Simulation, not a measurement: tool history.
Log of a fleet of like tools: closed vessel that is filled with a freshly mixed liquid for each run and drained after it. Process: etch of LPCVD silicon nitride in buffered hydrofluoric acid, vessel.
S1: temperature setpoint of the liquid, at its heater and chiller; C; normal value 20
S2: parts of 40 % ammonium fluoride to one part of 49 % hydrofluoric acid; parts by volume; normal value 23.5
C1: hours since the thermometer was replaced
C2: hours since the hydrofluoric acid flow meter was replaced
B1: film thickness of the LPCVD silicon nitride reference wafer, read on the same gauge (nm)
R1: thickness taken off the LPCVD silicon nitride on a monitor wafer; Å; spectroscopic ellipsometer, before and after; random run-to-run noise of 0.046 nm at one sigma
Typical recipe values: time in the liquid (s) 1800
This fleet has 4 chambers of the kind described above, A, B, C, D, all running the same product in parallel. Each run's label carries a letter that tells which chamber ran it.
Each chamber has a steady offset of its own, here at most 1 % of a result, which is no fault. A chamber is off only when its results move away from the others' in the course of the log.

run 1D day=0.508 | S1=20 S2=23.5 time_in_the_liquid_(s)=1800 | C1=752.3 C2=222 | B1=30.01 | R1=95.168
run 2C day=0.908 | S1=20 S2=23.5 time_in_the_liquid_(s)=1800 | C1=393.4 C2=72.1 | B1=29.969 | R1=95.476
run 3B day=1.362 | S1=20 S2=23.5 time_in_the_liquid_(s)=1800 | C1=409.1 C2=118.8 | B1=29.992 | R1=96.45
run 4A day=1.846 | S1=20 S2=23.5 time_in_the_liquid_(s)=1800 | C1=397.8 C2=661.1 | B1=30.029 | R1=94.707
run 5A day=2.279 | S1=20 S2=23.5 time_in_the_liquid_(s)=1800 | C1=408.2 C2=671.5 | B1=30.001 | R1=95.105
run 6B day=2.558 | S1=25 S2=23.5 time_in_the_liquid_(s)=1800 | C1=437.8 C2=147.5 | B1=29.986 | R1=126.62
run 7D day=2.979 | S1=25 S2=23.5 time_in_the_liquid_(s)=1800 | C1=811.6 C2=281.3 | B1=29.982 | R1=127
run 8C day=3.262 | S1=25 S2=23.5 time_in_the_liquid_(s)=1800 | C1=449.9 C2=128.6 | B1=30.007 | R1=126.37
run 9A day=3.6 | S1=25 S2=23.5 time_in_the_liquid_(s)=1800 | C1=439.9 C2=703.2 | B1=30.006 | R1=124.89
run 10B day=4.158 | S1=20 S2=23.5 time_in_the_liquid_(s)=1800 | C1=476.2 C2=185.9 | B1=30.015 | R1=95.213
run 11C day=4.679 | S1=20 S2=23.5 time_in_the_liquid_(s)=1800 | C1=483.9 C2=162.6 | B1=29.989 | R1=95.205
run 12D day=5.117 | S1=20 S2=23.5 time_in_the_liquid_(s)=1800 | C1=862.9 C2=332.6 | B1=29.998 | R1=95.422
run 13D day=5.483 | S1=20 S2=23.5 time_in_the_liquid_(s)=1800 | C1=871.7 C2=341.4 | B1=29.97 | R1=95.128
run 14C day=5.775 | S1=24 S2=29 time_in_the_liquid_(s)=1800 | C1=510.2 C2=188.9 | B1=30.046 | R1=103.23
run 15B day=6.154 | S1=24 S2=29 time_in_the_liquid_(s)=1800 | C1=524.1 C2=233.8 | B1=30.052 | R1=103.29
run 16A day=6.479 | S1=24 S2=29 time_in_the_liquid_(s)=1800 | C1=509 C2=772.3 | B1=30.012 | R1=102.12
run 17A day=6.85 | S1=24 S2=29 time_in_the_liquid_(s)=1800 | C1=517.9 C2=781.2 | B1=29.983 | R1=101.57
run 18C day=7.183 | S1=20 S2=23.5 time_in_the_liquid_(s)=1800 | C1=544 C2=222.7 | B1=30.007 | R1=94.527
run 19D day=7.592 | S1=24.5 S2=23.5 time_in_the_liquid_(s)=965 | C1=922.3 C2=392 | B1=29.982 | R1=65.727
run 20B day=8 | S1=24.5 S2=23.5 time_in_the_liquid_(s)=965 | C1=568.4 C2=278.1 | B1=29.982 | R1=65.393
run 21B day=8.408 | S1=24.5 S2=23.5 time_in_the_liquid_(s)=965 | C1=578.2 C2=287.9 | B1=29.998 | R1=65.837
-- day=8.679 chamber A: hydrofluoric acid flow meter replaced
run 22C day=8.733 | S1=24.5 S2=23.5 time_in_the_liquid_(s)=965 | C1=581.2 C2=259.9 | B1=29.989 | R1=65.275
run 23A day=8.992 | S1=20 S2=23.5 time_in_the_liquid_(s)=1800 | C1=569.3 C2=7.6 | B1=29.986 | R1=92.893
run 24D day=9.258 | S1=20 S2=23.5 time_in_the_liquid_(s)=1800 | C1=962.3 C2=432 | B1=29.958 | R1=96.41
run 25B day=9.575 | S1=20 S2=23.5 time_in_the_liquid_(s)=1800 | C1=606.2 C2=315.9 | B1=29.992 | R1=95.431
run 26A day=9.888 | S1=20 S2=23.5 time_in_the_liquid_(s)=1800 | C1=590.8 C2=29.1 | B1=29.968 | R1=91.508
run 27D day=10.175 | S1=20 S2=23.5 time_in_the_liquid_(s)=1800 | C1=984.3 C2=454 | B1=30.021 | R1=95.445
run 28C day=10.733 | S1=20 S2=23.5 time_in_the_liquid_(s)=1800 | C1=629.2 C2=307.9 | B1=30.049 | R1=95.734
run 29D day=11.096 | S1=20 S2=23.5 time_in_the_liquid_(s)=1800 | C1=1006.4 C2=476.1 | B1=29.994 | R1=95.859
run 30A day=11.392 | S1=20 S2=23.5 time_in_the_liquid_(s)=1800 | C1=626.9 C2=65.2 | B1=29.997 | R1=91.921
run 31C day=11.788 | S1=20 S2=23.5 time_in_the_liquid_(s)=1800 | C1=654.5 C2=333.2 | B1=29.954 | R1=95.166
run 32B day=12.217 | S1=20 S2=23.5 time_in_the_liquid_(s)=1800 | C1=669.6 C2=379.3 | B1=29.971 | R1=95.51
run 33C day=12.496 | S1=20 S2=23.5 time_in_the_liquid_(s)=1800 | C1=671.5 C2=350.2 | B1=30.023 | R1=94.701
run 34B day=12.825 | S1=20 S2=23.5 time_in_the_liquid_(s)=1800 | C1=684.2 C2=393.9 | B1=29.991 | R1=95.051
run 35D day=13.208 | S1=20 S2=23.5 time_in_the_liquid_(s)=1800 | C1=1057.1 C2=526.8 | B1=29.974 | R1=95.739
run 36A day=13.562 | S1=20 S2=23.5 time_in_the_liquid_(s)=1800 | C1=679 C2=117.3 | B1=29.938 | R1=90.347
run 37D day=14.096 | S1=20 S2=23.5 time_in_the_liquid_(s)=1800 | C1=1078.4 C2=548.1 | B1=29.98 | R1=96.871
run 38B day=14.525 | S1=20 S2=23.5 time_in_the_liquid_(s)=1800 | C1=725 C2=434.7 | B1=30.031 | R1=95.242

One chamber off, gauge drift, or nothing amiss beyond the chambers' own small offsets? If it is a chamber, which one, and what is the likeliest cause?

Chamber A drifts away from the others.
Likeliest cause: liquid colder than its thermometer reads (K) = 0.879.

Which of the 4 candidates below, each the usual settings with something changed and its results left as question marks, puts chamber A back in line with what the other chambers give on the usual settings?
Allowed miss from the other chambers' usual-settings mean, per result, to count as in line: R1 1.6 Å
run 39A-1 day=14.946 | S1=19.5 S2=24 time_in_the_liquid_(s)=1685 | R1=?
run 39A-2 day=14.946 | S1=19 S2=23.5 time_in_the_liquid_(s)=1800 | R1=?
run 39A-3 day=14.946 | S1=21 S2=23.5 time_in_the_liquid_(s)=1800 | R1=?
run 39A-4 day=14.946 | S1=20.5 S2=23 time_in_the_liquid_(s)=1925 | R1=?

Average result of the remaining chambers running the usual settings: R1 95.572 Å
run=39A-1 R1=81.029
run=39A-2 R1=85.385
run=39A-3 R1=95.771
run=39A-4 R1=101.03
The answer is 39A-3, which returns the chamber to within the allowed miss of the others.

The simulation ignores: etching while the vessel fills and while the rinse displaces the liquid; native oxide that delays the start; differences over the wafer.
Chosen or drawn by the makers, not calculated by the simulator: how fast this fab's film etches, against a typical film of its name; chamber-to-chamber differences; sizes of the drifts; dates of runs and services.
